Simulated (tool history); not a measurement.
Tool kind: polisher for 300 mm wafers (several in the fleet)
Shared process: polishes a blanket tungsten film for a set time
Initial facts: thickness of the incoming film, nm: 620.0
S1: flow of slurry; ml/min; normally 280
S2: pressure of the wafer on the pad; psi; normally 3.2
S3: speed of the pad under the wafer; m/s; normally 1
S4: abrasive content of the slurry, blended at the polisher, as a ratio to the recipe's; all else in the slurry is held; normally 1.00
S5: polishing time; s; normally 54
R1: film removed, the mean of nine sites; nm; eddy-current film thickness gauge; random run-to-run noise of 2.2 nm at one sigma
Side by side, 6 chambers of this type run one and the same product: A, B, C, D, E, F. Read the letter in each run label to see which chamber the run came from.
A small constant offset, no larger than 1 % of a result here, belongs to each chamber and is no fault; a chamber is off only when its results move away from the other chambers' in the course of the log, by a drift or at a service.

run	hour	S1	S2	S3	S4	S5	R1
1D	14.1	280	3.2	1	1.00	54	223.28
# hour 15.0: chamber A: slurry tank refilled with fresh slurry and peroxide
# hour 19.0: chamber C: slurry tank refilled with fresh slurry and peroxide
# hour 21.8: chamber F: slurry tank refilled with fresh slurry and peroxide
2E	27.8	280	3.2	1	1.00	54	224.69
3A	38.9	280	3.2	1	1.00	54	227.74
# hour 39.6: chamber A: worn pad replaced by a new one
# hour 44.4: chamber F: slurry blender recalibrated
# hour 46.1: chamber E: slurry tank refilled with fresh slurry and peroxide
# hour 52.2: chamber B: worn pad replaced by a new one
# hour 53.3: chamber B: slurry tank refilled with fresh slurry and peroxide
4F	53.3	280	3.2	1	1.00	54	224.59
# hour 59.8: chamber E: worn pad replaced by a new one
# hour 64.9: chamber F: head pressure recalibrated
# hour 65.5: chamber D: worn pad replaced by a new one
5C	67.7	280	3.2	1	1.00	54	227.65
6B	75.3	280	3.2	1	1.00	54	228.51
# hour 75.6: chamber D: slurry tank refilled with fresh slurry and peroxide
# hour 83.8: chamber F: worn pad replaced by a new one
7B	87.3	280	3.2	1	1.00	54	222.04
# hour 94.7: chamber C: slurry blender recalibrated
8C	94.8	280	3.2	1	1.00	54	226.04
# hour 98.9: chamber A: slurry blender recalibrated
# hour 99.8: chamber B: slurry blender recalibrated
# hour 102.6: chamber C: worn pad replaced by a new one
# hour 103.9: chamber C: slurry tank refilled with fresh slurry and peroxide
9E	106.4	280	3.2	1	1.00	54	228.18
# hour 119.8: chamber E: slurry blender recalibrated
10A	120.4	280	3.2	1	1.00	54	225.38
# hour 122.5: chamber A: slurry tank refilled with fresh slurry and peroxide
11F	135.0	280	3.2	1	1.00	54	229.22
12D	142.4	280	3.2	1	1.00	54	223.00
# hour 142.7: chamber A: worn pad replaced by a new one
# hour 145.0: chamber D: slurry nozzle cleaned
# hour 153.7: chamber B: slurry tank refilled with fresh slurry and peroxide
# hour 154.7: chamber E: slurry tank refilled with fresh slurry and peroxide
13B	154.7	280	3.2	1	1.00	54	222.29
# hour 162.0: chamber B: worn pad replaced by a new one
# hour 164.8: chamber E: worn pad replaced by a new one
# hour 167.2: chamber F: slurry tank refilled with fresh slurry and peroxide
14E	169.6	340	2.8	1	1.00	54	200.46
# hour 177.4: chamber D: worn pad replaced by a new one
15D	181.3	340	2.8	1	1.00	54	193.87
# hour 183.6: chamber D: slurry blender recalibrated
16F	188.2	340	2.8	1	1.00	54	203.11
# hour 192.0: chamber F: worn pad replaced by a new one
17C	194.9	340	2.8	1	1.00	54	199.83
18A	206.2	340	2.8	1	1.00	54	200.52
# hour 208.7: chamber F: slurry blender recalibrated
# hour 209.9: chamber C: slurry tank refilled with fresh slurry and peroxide
# hour 211.0: chamber E: head pressure recalibrated
# hour 211.8: chamber C: worn pad replaced by a new one
19C	214.9	340	2.8	1	1.00	54	202.85
20E	229.1	280	3.2	1	1.00	54	246.07
# hour 230.7: chamber A: slurry tank refilled with fresh slurry and peroxide
# hour 235.0: chamber D: slurry tank refilled with fresh slurry and peroxide
21A	240.3	355	3.2	1	1.00	54	232.36
# hour 241.8: chamber E: slurry tank refilled with fresh slurry and peroxide
# hour 244.2: chamber B: worn pad replaced by a new one
# hour 244.3: chamber F: slurry nozzle cleaned
22B	248.6	355	3.2	1	1.00	54	224.16
# hour 249.9: chamber B: slurry tank refilled with fresh slurry and peroxide
# hour 250.3: chamber E: worn pad replaced by a new one
# hour 252.2: chamber A: worn pad replaced by a new one
# hour 254.9: chamber C: slurry blender recalibrated
# hour 256.3: chamber A: slurry blender recalibrated
23D	263.2	355	3.2	1	1.00	54	229.03
# hour 265.7: chamber D: worn pad replaced by a new one
24F	278.3	355	3.2	1	1.00	54	227.16
# hour 287.3: chamber F: slurry tank refilled with fresh slurry and peroxide
25F	289.5	355	3.2	1	1.00	54	225.58
26D	301.9	355	3.2	1	1.00	54	229.74
# hour 302.4: chamber C: worn pad replaced by a new one
# hour 308.3: chamber C: slurry tank refilled with fresh slurry and peroxide
27C	311.1	240	3.2	1	1.20	54	233.41
# hour 313.3: chamber B: slurry blender recalibrated
28A	325.2	240	3.2	1	1.20	54	234.38
# hour 327.1: chamber F: worn pad replaced by a new one
# hour 330.6: chamber A: slurry tank refilled with fresh slurry and peroxide
29E	334.0	240	3.2	1	1.20	54	257.79
# hour 334.4: chamber D: head pressure recalibrated
# hour 339.3: chamber E: worn pad replaced by a new one
30B	344.6	240	3.2	1	1.20	54	227.34
# hour 346.1: chamber E: slurry tank refilled with fresh slurry and peroxide
# hour 348.4: chamber B: worn pad replaced by a new one
# hour 353.4: chamber D: worn pad replaced by a new one
# hour 353.6: chamber B: slurry tank refilled with fresh slurry and peroxide
# hour 358.9: chamber A: worn pad replaced by a new one
31B	359.6	240	3.2	1	1.20	54	232.19
# hour 366.0: chamber D: slurry blender recalibrated
32C	368.2	240	3.2	1	1.20	54	234.07
# hour 376.6: chamber A: head pressure recalibrated
33D	378.2	280	3.2	1	1.00	54	226.36
34A	385.6	280	3.2	1	1.00	54	225.92
# hour 386.4: chamber E: slurry nozzle cleaned
# hour 392.0: chamber D: slurry tank refilled with fresh slurry and peroxide
# hour 396.2: chamber C: worn pad replaced by a new one
35F	397.6	280	3.2	1	1.00	54	225.92
# hour 401.5: chamber F: slurry blender recalibrated
# hour 411.2: chamber C: slurry tank refilled with fresh slurry and peroxide
36E	412.0	280	3.2	1	1.00	54	245.88
# hour 412.6: chamber E: slurry blender recalibrated
# hour 414.6: chamber A: slurry nozzle cleaned
# hour 415.3: chamber F: slurry tank refilled with fresh slurry and peroxide
37F	423.4	280	3.2	1	1.00	54	225.16
# hour 428.7: chamber A: slurry tank refilled with fresh slurry and peroxide
# hour 434.1: chamber E: worn pad replaced by a new one
38C	437.2	280	3.2	1	1.00	54	228.07
# hour 441.4: chamber B: slurry tank refilled with fresh slurry and peroxide
# hour 442.4: chamber E: slurry tank refilled with fresh slurry and peroxide
# hour 443.9: chamber B: worn pad replaced by a new one
39D	444.8	280	3.2	1	1.00	54	222.50
# hour 446.4: chamber A: slurry blender recalibrated
40E	453.0	185	3.2	1	1.25	54	248.30
# hour 454.0: chamber B: head pressure recalibrated
41A	465.7	185	3.2	1	1.25	54	227.61
42B	477.4	185	3.2	1	1.25	54	222.61

Decide between three cases: one chamber stands off from its peers, the gauge reading all wafers drifts, or nothing is wrong past each chamber's small offset. Where a chamber is off, say which and what most likely put it there.

The work done on chamber E during a service left it standing apart from the others.
Most likely cause: head's pressure above its setpoint, % = 8.62.

Below are 4 candidate recipes for chamber E's next run, each the usual settings with a change, their results shown as question marks. Which of them brings E's results back in line with what the other chambers give on the usual settings?
Maximum distance from the other chambers' mean on the usual settings for a result to count as in line: R1 7.60 nm
43E-1	488.3	280	3.1	0.98	1.00	52	?
43E-2	488.3	325	3.2	1.00	1.30	54	?
43E-3	488.3	295	3.2	1.00	1.10	54	?
43E-4	488.3	280	3.2	0.98	1.00	53	?

The other chambers' mean on the usual settings: R1 224.73 nm
run	R1
43E-1	225.70
43E-2	266.65
43E-3	253.79
43E-4	237.34
It is 43E-1 that realigns the chamber with its peers.
